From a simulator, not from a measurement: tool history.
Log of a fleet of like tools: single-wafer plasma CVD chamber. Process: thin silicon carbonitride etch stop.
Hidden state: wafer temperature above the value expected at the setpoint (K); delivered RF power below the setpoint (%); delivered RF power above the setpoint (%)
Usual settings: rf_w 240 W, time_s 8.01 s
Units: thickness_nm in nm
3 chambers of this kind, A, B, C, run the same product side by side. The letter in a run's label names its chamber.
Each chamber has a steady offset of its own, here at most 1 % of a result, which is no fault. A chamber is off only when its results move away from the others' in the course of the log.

run,day,rf_w,time_s,hours since the last thermocouple change,hours since the last RF generator calibration,"read-back reference wafer on the same gauge, thickness_nm",thickness_nm
1C,0.288,240,8.01,833.8,1962.3,4.6701,4.8063
2B,0.496,240,8.01,686.1,354,4.6691,4.846
3A,0.671,240,8.01,1109.9,431.2,4.6664,4.8179
4C,0.938,240,8.01,849.4,1977.9,4.6674,4.7966
5B,1.188,200,6.82,702.7,370.6,4.6667,3.9111
6A,1.488,200,6.82,1129.5,450.8,4.6644,3.8802
7C,1.771,200,6.82,869.4,1997.9,4.6629,3.8756
8A,2.038,240,8.01,1142.7,464,4.6613,4.8288
9B,2.279,265,6.9,728.9,396.8,4.662,4.2936
10B,2.554,265,6.9,735.5,403.4,4.6619,4.2981
11A,2.788,265,6.9,1160.7,482,4.66,4.2734
12C,2.929,240,8.01,897.2,2025.7,4.6588,4.7949
13B,3.171,240,8.01,750.3,418.2,4.6606,4.834
14C,3.421,240,8.01,909,2037.5,4.6589,4.7859
15A,3.604,240,8.01,1180.3,501.6,4.6575,4.8164
16C,3.892,240,8.01,920.3,2048.8,4.6562,4.7953
17B,4.096,240,8.01,772.5,440.4,4.6538,4.8312
18A,4.367,240,8.01,1198.6,519.9,4.6532,4.8164
19A,4.517,280,8.81,1202.2,523.5,4.6535,5.5437
20B,4.779,280,8.81,788.9,456.8,4.6531,5.5497
21C,4.946,280,8.81,945.6,2074.1,4.6509,5.5082
22B,5.2,240,6.85,799,466.9,4.6493,4.1376
23C,5.429,240,6.85,957.2,2085.7,4.6503,4.0862
24A,5.638,240,6.85,1229.1,550.4,4.6521,4.1069
25B,5.879,240,8.01,815.3,483.2,4.6497,4.8208
26C,6.071,240,8.01,972.6,2101.1,4.6505,4.7851
27A,6.367,240,8.01,1246.6,567.9,4.647,4.7977
28C,6.679,240,8.01,987.2,2115.7,4.6467,4.7742

Next, every chamber runs the same settings. What will each give?
29A,6.9,240,8.01,,,,?
29B,6.9,240,8.01,,,,?
29C,6.9,240,8.01,,,,?

run,thickness_nm
29A,4.8046
29B,4.8133
29C,4.7703
